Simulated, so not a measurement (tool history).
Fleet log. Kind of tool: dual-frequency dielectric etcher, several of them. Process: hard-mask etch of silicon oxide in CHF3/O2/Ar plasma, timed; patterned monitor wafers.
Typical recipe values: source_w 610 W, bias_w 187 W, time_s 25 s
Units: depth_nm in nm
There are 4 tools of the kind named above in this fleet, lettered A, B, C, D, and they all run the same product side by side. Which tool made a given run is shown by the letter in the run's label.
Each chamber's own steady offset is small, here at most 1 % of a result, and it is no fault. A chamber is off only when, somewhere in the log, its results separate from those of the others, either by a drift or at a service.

run   hour  source_w  bias_w  time_s  read-back reference wafer on the same gauge, depth_nm  depth_nm
 1A    9.7       610     187      25                                                 59.572    50.436
 2C   24.2       610     187      25                                                 59.507    50.462
 3B   31.7       610     187      25                                                 59.471    50.649
 4D   46.1       610     187      25                                                 59.478    50.632
 5A   61.8       610     205    20.5                                                 59.495    43.096
 6C   71.6       610     205    20.5                                                 59.483    42.636
 7B   80.7       610     205    20.5                                                 59.503    42.744
      89.2  -- chamber D: wet clean of the chamber
 8D   91.3       610     205    20.5                                                 59.477    42.763
 9B   99.8       610     187      25                                                  59.49    50.707
10D  110.2       610     187      25                                                 59.533    50.232
     111.1  -- chamber B: wet clean of the chamber
     116.2  -- chamber A: wet clean of the chamber
11A  125.5       610     187      25                                                 59.554    50.353
12C  133.7       610     187      25                                                 59.548    50.232
13C  147.5       610     187      25                                                 59.502    50.382
14B  154.8       610     187      25                                                 59.566    50.843
     158.9  -- chamber C: wet clean of the chamber
15D  163.1       610     187      25                                                 59.533    51.094
16A  175.3       610     187      25                                                 59.479    50.266
17C  186.1       610     187      25                                                 59.499    48.595
     193.6  -- chamber B: bias power generator calibrated
18D  200.5       610     187      25                                                 59.518    50.754
19A  210.1       610     187      25                                                 59.558    50.549
20B  217.1       610     187      25                                                 59.434    51.148
21B  225.7       610     187      25                                                 59.523     51.01
22C  236.1       610     187      25                                                 59.498    48.233
23D  246.4       610     187      25                                                 59.531    50.456
24A  258.1       610     172      25                                                 59.486    49.258
25C  270.1       610     172      25                                                 59.494    46.828
26A  282.8       610     172      25                                                 59.495     49.03
27B  293.9       610     172      25                                                 59.529    49.039
28D  304.7       730     187      31                                                 59.474    66.904
29B  314.9       730     187      31                                                 59.538     67.39
30D    324       730     187      31                                                 59.489    67.197
31C    336       730     187      31                                                 59.538    63.492
32A  350.8       610     187      25                                                 59.443    50.388
33C  360.3       610     207      25                                                 59.526    49.982
34B  372.5       610     207      25                                                 59.544    52.159
35A  385.3       610     207      25                                                 59.494    52.013
36D  395.2       610     207      25                                                  59.49    52.438
37D  407.4       520     187      25                                                 59.554    47.516
38C  422.3       520     187      25                                                 59.472    45.718
39A  437.6       520     187      25                                                 59.532    47.571
40B  446.9       520     187      25                                                 59.562    47.945
41B  455.7       610     187      25                                                 59.455    50.731
42D  465.5       610     187      25                                                 59.501    50.617
43C  476.1       500     187    30.5                                                 59.474    54.689
44A    488       500     187    30.5                                                 59.466    57.336

All 4 chambers run these settings next. Forecast each chamber's results:
45A  499.4       610     163      25                                                                ?
45B  499.4       610     163      25                                                                ?
45C  499.4       610     163      25                                                                ?
45D  499.4       610     163      25                                                                ?

run  depth_nm
45A     47.95
45B    48.111
45C    46.151
45D     48.09
